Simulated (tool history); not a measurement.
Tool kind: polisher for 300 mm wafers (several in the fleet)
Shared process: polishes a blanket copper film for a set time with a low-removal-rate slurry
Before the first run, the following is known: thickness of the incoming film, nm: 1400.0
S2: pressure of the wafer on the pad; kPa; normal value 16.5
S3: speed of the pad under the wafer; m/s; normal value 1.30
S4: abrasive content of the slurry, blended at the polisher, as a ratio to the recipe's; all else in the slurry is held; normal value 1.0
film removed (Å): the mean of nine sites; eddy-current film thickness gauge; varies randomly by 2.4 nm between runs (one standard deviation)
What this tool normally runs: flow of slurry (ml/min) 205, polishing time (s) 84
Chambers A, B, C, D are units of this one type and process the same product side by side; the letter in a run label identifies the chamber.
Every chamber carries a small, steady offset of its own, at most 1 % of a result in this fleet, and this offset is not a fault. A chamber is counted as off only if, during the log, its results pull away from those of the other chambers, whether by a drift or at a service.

{"run": "1D", "hour": 5.8, "flow of slurry (ml/min)": 205, "S2": 16.5, "S3": 1.3, "S4": 1.0, "polishing time (s)": 84, "film removed (Å)": 3073.2}
{"run": "2C", "hour": 12.2, "flow of slurry (ml/min)": 205, "S2": 16.5, "S3": 1.3, "S4": 1.0, "polishing time (s)": 84, "film removed (Å)": 3030.0}
{"run": "3B", "hour": 18.2, "flow of slurry (ml/min)": 205, "S2": 16.5, "S3": 1.3, "S4": 1.0, "polishing time (s)": 84, "film removed (Å)": 3036.5}
{"run": "4A", "hour": 23.5, "flow of slurry (ml/min)": 205, "S2": 16.5, "S3": 1.3, "S4": 1.0, "polishing time (s)": 84, "film removed (Å)": 3041.8}
{"run": "5D", "hour": 28.7, "flow of slurry (ml/min)": 205, "S2": 16.5, "S3": 1.3, "S4": 1.0, "polishing time (s)": 84, "film removed (Å)": 3109.1}
{"run": "6A", "hour": 36.9, "flow of slurry (ml/min)": 205, "S2": 16.5, "S3": 1.3, "S4": 1.0, "polishing time (s)": 84, "film removed (Å)": 3040.5}
{"run": "7B", "hour": 46.2, "flow of slurry (ml/min)": 205, "S2": 16.5, "S3": 1.3, "S4": 1.0, "polishing time (s)": 84, "film removed (Å)": 3064.3}
{"run": "8C", "hour": 51.0, "flow of slurry (ml/min)": 205, "S2": 16.5, "S3": 1.3, "S4": 1.0, "polishing time (s)": 84, "film removed (Å)": 3057.2}
{"hour": 56.2, "done": "chamber D: slurry nozzle cleaned"}
{"run": "9A", "hour": 60.4, "flow of slurry (ml/min)": 205, "S2": 16.5, "S3": 1.06, "S4": 1.0, "polishing time (s)": 84, "film removed (Å)": 2469.5}
{"hour": 63.6, "done": "chamber A: slurry blender recalibrated"}
{"run": "10B", "hour": 71.1, "flow of slurry (ml/min)": 205, "S2": 16.5, "S3": 1.06, "S4": 1.0, "polishing time (s)": 84, "film removed (Å)": 2453.0}
{"run": "11C", "hour": 81.0, "flow of slurry (ml/min)": 205, "S2": 16.5, "S3": 1.06, "S4": 1.0, "polishing time (s)": 84, "film removed (Å)": 2498.0}
{"run": "12D", "hour": 87.0, "flow of slurry (ml/min)": 205, "S2": 16.5, "S3": 1.06, "S4": 1.0, "polishing time (s)": 84, "film removed (Å)": 2473.3}
{"run": "13C", "hour": 92.5, "flow of slurry (ml/min)": 205, "S2": 16.5, "S3": 1.3, "S4": 1.0, "polishing time (s)": 84, "film removed (Å)": 3076.9}
{"run": "14D", "hour": 97.9, "flow of slurry (ml/min)": 205, "S2": 16.5, "S3": 1.3, "S4": 1.0, "polishing time (s)": 84, "film removed (Å)": 3054.3}
{"run": "15A", "hour": 105.6, "flow of slurry (ml/min)": 165, "S2": 16.5, "S3": 1.3, "S4": 1.0, "polishing time (s)": 68, "film removed (Å)": 2377.5}
{"run": "16B", "hour": 114.4, "flow of slurry (ml/min)": 165, "S2": 16.5, "S3": 1.3, "S4": 1.0, "polishing time (s)": 68, "film removed (Å)": 2399.7}
{"run": "17B", "hour": 122.6, "flow of slurry (ml/min)": 165, "S2": 16.5, "S3": 1.3, "S4": 1.0, "polishing time (s)": 68, "film removed (Å)": 2351.4}
{"hour": 123.1, "done": "chamber A: worn pad replaced by a new one"}
{"hour": 123.5, "done": "chamber C: worn pad replaced by a new one"}
{"run": "18C", "hour": 128.9, "flow of slurry (ml/min)": 165, "S2": 16.5, "S3": 1.3, "S4": 1.0, "polishing time (s)": 68, "film removed (Å)": 2392.7}
{"hour": 132.4, "done": "chamber C: head pressure recalibrated"}
{"run": "19A", "hour": 134.4, "flow of slurry (ml/min)": 205, "S2": 16.5, "S3": 1.3, "S4": 1.0, "polishing time (s)": 57, "film removed (Å)": 2078.8}
{"run": "20D", "hour": 141.9, "flow of slurry (ml/min)": 205, "S2": 16.5, "S3": 1.3, "S4": 1.0, "polishing time (s)": 57, "film removed (Å)": 2076.0}
{"hour": 144.0, "done": "chamber C: slurry blender recalibrated"}
{"run": "21B", "hour": 148.3, "flow of slurry (ml/min)": 205, "S2": 16.5, "S3": 1.3, "S4": 1.0, "polishing time (s)": 57, "film removed (Å)": 2060.4}
{"run": "22D", "hour": 159.0, "flow of slurry (ml/min)": 205, "S2": 16.5, "S3": 1.3, "S4": 1.0, "polishing time (s)": 57, "film removed (Å)": 2072.0}
{"run": "23A", "hour": 167.4, "flow of slurry (ml/min)": 205, "S2": 16.5, "S3": 1.3, "S4": 1.0, "polishing time (s)": 84, "film removed (Å)": 3083.2}
{"run": "24C", "hour": 173.7, "flow of slurry (ml/min)": 205, "S2": 16.5, "S3": 1.3, "S4": 1.0, "polishing time (s)": 84, "film removed (Å)": 2837.1}
{"hour": 178.6, "done": "chamber D: slurry blender recalibrated"}
{"hour": 179.9, "done": "chamber B: worn pad replaced by a new one"}
{"run": "25C", "hour": 180.0, "flow of slurry (ml/min)": 205, "S2": 16.5, "S3": 1.3, "S4": 1.0, "polishing time (s)": 84, "film removed (Å)": 2781.8}
{"hour": 188.2, "done": "chamber B: slurry blender recalibrated"}
{"run": "26B", "hour": 190.9, "flow of slurry (ml/min)": 205, "S2": 16.5, "S3": 1.3, "S4": 0.8, "polishing time (s)": 84, "film removed (Å)": 2890.0}
{"hour": 196.0, "done": "chamber A: slurry nozzle cleaned"}
{"run": "27A", "hour": 201.0, "flow of slurry (ml/min)": 205, "S2": 16.5, "S3": 1.3, "S4": 0.8, "polishing time (s)": 84, "film removed (Å)": 2915.6}
{"run": "28D", "hour": 205.7, "flow of slurry (ml/min)": 205, "S2": 16.5, "S3": 1.3, "S4": 0.8, "polishing time (s)": 84, "film removed (Å)": 2937.8}
{"run": "29A", "hour": 212.0, "flow of slurry (ml/min)": 205, "S2": 16.5, "S3": 1.3, "S4": 0.8, "polishing time (s)": 84, "film removed (Å)": 2916.6}
{"run": "30B", "hour": 221.8, "flow of slurry (ml/min)": 205, "S2": 16.5, "S3": 1.3, "S4": 1.0, "polishing time (s)": 84, "film removed (Å)": 3055.2}
{"hour": 227.6, "done": "chamber D: worn pad replaced by a new one"}
{"run": "31D", "hour": 232.0, "flow of slurry (ml/min)": 205, "S2": 16.5, "S3": 1.3, "S4": 1.0, "polishing time (s)": 84, "film removed (Å)": 3022.4}
{"hour": 235.1, "done": "chamber A: head pressure recalibrated"}
{"run": "32C", "hour": 240.2, "flow of slurry (ml/min)": 205, "S2": 16.5, "S3": 1.3, "S4": 1.0, "polishing time (s)": 84, "film removed (Å)": 2806.5}
{"run": "33C", "hour": 245.0, "flow of slurry (ml/min)": 205, "S2": 16.5, "S3": 1.3, "S4": 1.0, "polishing time (s)": 84, "film removed (Å)": 2786.6}
{"run": "34D", "hour": 249.9, "flow of slurry (ml/min)": 205, "S2": 16.5, "S3": 1.3, "S4": 1.0, "polishing time (s)": 84, "film removed (Å)": 3079.8}
{"run": "35B", "hour": 257.9, "flow of slurry (ml/min)": 205, "S2": 16.5, "S3": 1.3, "S4": 1.0, "polishing time (s)": 84, "film removed (Å)": 3035.9}
{"run": "36A", "hour": 263.0, "flow of slurry (ml/min)": 205, "S2": 16.5, "S3": 1.3, "S4": 1.0, "polishing time (s)": 84, "film removed (Å)": 3066.7}

All 4 chambers run these settings next. Forecast each chamber's results:
{"run": "37A", "hour": 270.8, "flow of slurry (ml/min)": 205, "S2": 16.5, "S3": 1.3, "S4": 1.0, "polishing time (s)": 84, "film removed (Å)": "?"}
{"run": "37B", "hour": 270.8, "flow of slurry (ml/min)": 205, "S2": 16.5, "S3": 1.3, "S4": 1.0, "polishing time (s)": 84, "film removed (Å)": "?"}
{"run": "37C", "hour": 270.8, "flow of slurry (ml/min)": 205, "S2": 16.5, "S3": 1.3, "S4": 1.0, "polishing time (s)": 84, "film removed (Å)": "?"}
{"run": "37D", "hour": 270.8, "flow of slurry (ml/min)": 205, "S2": 16.5, "S3": 1.3, "S4": 1.0, "polishing time (s)": 84, "film removed (Å)": "?"}

run=37A film_removed_(Å)=3067.9
run=37B film_removed_(Å)=3050.9
run=37C film_removed_(Å)=2853.4
run=37D film_removed_(Å)=3064.5
